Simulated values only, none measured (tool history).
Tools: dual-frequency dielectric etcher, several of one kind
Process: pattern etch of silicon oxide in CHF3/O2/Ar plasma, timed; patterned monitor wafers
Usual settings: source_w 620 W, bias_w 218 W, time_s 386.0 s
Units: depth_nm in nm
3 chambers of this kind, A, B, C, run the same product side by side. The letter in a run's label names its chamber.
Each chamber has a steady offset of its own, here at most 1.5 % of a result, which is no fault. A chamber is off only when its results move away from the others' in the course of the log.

run,hour,source_w,bias_w,time_s,hours since the last wet clean,hours since the last source power generator calibration,hours since the last bias power generator calibration,"read-back reference wafer on the same gauge, depth_nm",depth_nm
1C,9.5,620,218,386.0,117.7,949.8,1816.2,683.88,816.34
2A,14.3,620,218,386.0,494.8,2411.8,4802.6,684.42,824.60
3B,22.2,620,218,386.0,585.1,1972.2,92.3,684.93,821.88
4C,31.1,620,218,386.0,139.3,971.4,1837.8,683.80,816.75
5A,40.6,620,218,386.0,521.1,2438.1,4828.9,683.56,822.24
6B,46.0,620,218,386.0,608.9,1996.0,116.1,684.79,813.26
7B,54.2,620,218,386.0,617.1,2004.2,124.3,683.96,818.80
# hour 55.7: chamber A: wet clean of the chamber
8C,59.9,620,195,386.0,168.1,1000.2,1866.6,684.02,785.75
9A,64.3,620,195,386.0,8.7,2461.8,4852.6,684.06,761.58
10B,71.0,620,195,386.0,633.9,2021.0,141.1,683.63,791.87
11C,78.6,620,218,386.0,186.8,1018.9,1885.3,684.17,814.51
12A,83.9,620,218,285.5,28.3,2481.4,4872.2,683.20,584.41
# hour 86.3: chamber B: wet clean of the chamber
13B,93.5,620,218,285.5,7.2,2043.5,163.6,685.15,608.96
14A,100.9,620,218,285.5,45.3,2498.4,4889.2,684.32,582.44
15C,110.7,620,218,311.0,218.9,1051.0,1917.4,685.17,660.86
16A,120.0,620,218,311.0,64.4,2517.5,4908.3,683.36,631.98
17C,129.7,620,218,311.0,237.9,1070.0,1936.4,683.96,659.06
18B,139.4,620,218,386.0,53.1,2089.4,209.5,684.02,819.56
19B,144.0,620,218,386.0,57.7,2094.0,214.1,683.86,825.48
20A,154.0,620,218,386.0,98.4,2551.5,4942.3,684.10,785.72
21C,159.3,620,218,386.0,267.5,1099.6,1966.0,682.45,813.74
22B,165.7,750,218,426.5,79.4,2115.7,235.8,684.14,976.50
23C,170.6,750,218,426.5,278.8,1110.9,1977.3,684.02,961.43
24A,175.6,750,218,426.5,120.0,2573.1,4963.9,684.03,944.25
25C,182.9,620,218,386.0,291.1,1123.2,1989.6,683.40,815.42

All 3 chambers run these settings next. Forecast each chamber's results:
26A,190.1,620,218,308.5,,,,,?
26B,190.1,620,218,308.5,,,,,?
26C,190.1,620,218,308.5,,,,,?

run,depth_nm
26A,630.42
26B,653.75
26C,650.99

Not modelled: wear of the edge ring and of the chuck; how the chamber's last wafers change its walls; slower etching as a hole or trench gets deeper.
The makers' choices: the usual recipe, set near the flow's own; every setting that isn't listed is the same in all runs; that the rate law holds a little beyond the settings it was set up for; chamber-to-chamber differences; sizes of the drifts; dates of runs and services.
